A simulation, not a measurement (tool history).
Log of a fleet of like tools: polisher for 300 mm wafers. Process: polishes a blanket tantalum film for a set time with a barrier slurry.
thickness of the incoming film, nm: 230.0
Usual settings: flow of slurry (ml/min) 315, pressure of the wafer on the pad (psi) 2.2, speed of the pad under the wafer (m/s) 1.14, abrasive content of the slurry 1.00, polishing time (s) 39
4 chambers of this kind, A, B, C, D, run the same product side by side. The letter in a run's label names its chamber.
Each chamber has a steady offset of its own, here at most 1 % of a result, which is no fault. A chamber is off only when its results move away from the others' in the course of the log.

run   hour  flow of slurry (ml/min)  pressure of the wafer on the pad (psi)  speed of the pad under the wafer (m/s)  abrasive content of the slurry  polishing time (s)  wafers polished on this pad  hours since the slurry nozzle was cleaned  hours since the head pressure was calibrated  hours since the slurry blender was calibrated  film removed (nm)
 1A    5.0                      315                                     2.2                                    1.14                            1.00                  39                          893                                      360.3                                         861.1                                           31.7             95.204
 2D   10.0                      315                                     2.2                                    1.14                            1.00                  39                          626                                      421.6                                         241.5                                          117.7             94.206
 3B   14.3                      315                                     2.2                                    1.14                            1.00                  39                          549                                      289.4                                         107.7                                          109.4             95.663
      15.7  -- chamber A: worn pad replaced by a new one
 4C   19.5                      315                                     2.2                                    1.14                            1.00                  39                          866                                      150.9                                         222.4                                          303.9             96.546
 5C   23.7                      315                                     2.2                                    0.90                            1.00                  45                          908                                      155.1                                         226.6                                          308.1             87.347
      24.9  -- chamber D: worn pad replaced by a new one
 6A   28.8                      315                                     2.2                                    0.90                            1.00                  45                          131                                      384.1                                         884.9                                           55.5             87.371
      31.8  -- chamber B: worn pad replaced by a new one
 7D   33.2                      315                                     2.2                                    0.90                            1.00                  45                           83                                      444.8                                         264.7                                          140.9             87.372
 8B   35.7                      315                                     2.2                                    0.90                            1.00                  45                           39                                      310.8                                         129.1                                          130.8             85.142
 9A   40.3                      315                                     2.2                                    1.14                            1.00                  39                          246                                      395.6                                         896.4                                           67.0             96.692
10C   44.5                      315                                     2.2                                    1.14                            1.00                  39                         1116                                      175.9                                         247.4                                          328.9             90.354
11B   49.4                      315                                     2.2                                    1.14                            1.00                  39                          176                                      324.5                                         142.8                                          144.5             95.582
12D   53.6                      315                                     2.2                                    1.14                            1.00                  39                          287                                      465.2                                         285.1                                          161.3             95.691
      53.8  -- chamber C: slurry blender recalibrated
13C   57.3                      315                                     2.2                                    1.14                            1.00                  39                         1244                                      188.7                                         260.2                                            3.6             90.391
14B   60.0                      315                                     2.2                                    1.14                            1.00                  39                          282                                      335.1                                         153.4                                          155.1             94.698
15A   63.5                      250                                     2.2                                    1.14                            0.75                  39                          478                                      418.8                                         919.6                                           90.2             82.707
16D   66.8                      250                                     2.2                                    1.14                            0.75                  39                          419                                      478.4                                         298.3                                          174.5             85.637
17C   70.6                      250                                     2.2                                    1.14                            0.75                  39                         1377                                      202.0                                         273.5                                           16.9             79.089
18B   74.3                      250                                     2.2                                    1.14                            0.75                  39                          425                                      349.4                                         167.7                                          169.4             83.427
19A   76.9                      315                                     2.2                                    1.14                            1.00                  39                          612                                      432.2                                         933.0                                          103.6             94.703
20D   79.6                      315                                     2.2                                    1.14                            1.00                  39                          547                                      491.2                                         311.1                                          187.3             95.745
21D   84.3                      315                                     2.2                                    1.14                            1.00                  39                          594                                      495.9                                         315.8                                          192.0             94.516
22A   88.3                      315                                     2.2                                    1.14                            1.00                  39                          726                                      443.6                                         944.4                                          115.0             94.946
      91.7  -- chamber B: worn pad replaced by a new one
23C   92.0                      315                                     2.2                                    1.14                            1.00                  39                         1591                                      223.4                                         294.9                                           38.3             85.325
      95.2  -- chamber A: head pressure recalibrated
24B   96.2                      315                                     2.2                                    1.14                            0.75                  39                           45                                      371.3                                         189.6                                          191.3             87.210
      97.2  -- chamber D: worn pad replaced by a new one
25C   99.8                      315                                     2.2                                    1.14                            0.75                  39                         1669                                      231.2                                         302.7                                           46.1             77.987
26A  102.2                      315                                     2.2                                    1.14                            0.75                  39                          865                                      457.5                                           7.1                                          128.9             86.675
27D  106.7                      315                                     2.2                                    1.14                            0.75                  39                           95                                      518.3                                         338.2                                          214.4             86.685
28B  109.8                      315                                     2.2                                    1.14                            1.00                  39                          181                                      384.9                                         203.2                                          204.9             95.177
29D  114.5                      315                                     2.2                                    1.14                            1.00                  39                          173                                      526.1                                         346.0                                          222.2             95.405

Is one chamber off against the others, does the gauge drift, or is nothing wrong? If a chamber is off, say which, and what the likeliest cause is.

Chamber C drifts away from the others.
Cause: removal rate lost through wear of the pad, % = 11.7.
The log may not tell that from: head's pressure below its setpoint, %.

Here are 4 candidates for chamber C's next run, each the usual settings with a change, their results left as question marks. Which one brings its results back in line with what the others give on the usual settings?
In line means no further than this from the other chambers' mean on the usual settings: film removed (nm) 3.500
30C-1  118.3                      315                                     2.3                                    1.18                            1.00                  41                                                                                                                                                                                       ?
30C-2  118.3                      315                                     2.2                                    1.14                            0.65                  39                                                                                                                                                                                       ?
30C-3  118.3                      315                                     2.7                                    1.14                            1.00                  39                                                                                                                                                                                       ?
30C-4  118.3                      315                                     2.2                                    0.94                            1.00                  39                                                                                                                                                                                       ?

The other chambers' mean on the usual settings: film removed (nm) 94.815
  run  film removed (nm)
30C-1             94.620
30C-2             72.119
30C-3            102.250
30C-4             68.719
30C-1 brings the chamber back in line.

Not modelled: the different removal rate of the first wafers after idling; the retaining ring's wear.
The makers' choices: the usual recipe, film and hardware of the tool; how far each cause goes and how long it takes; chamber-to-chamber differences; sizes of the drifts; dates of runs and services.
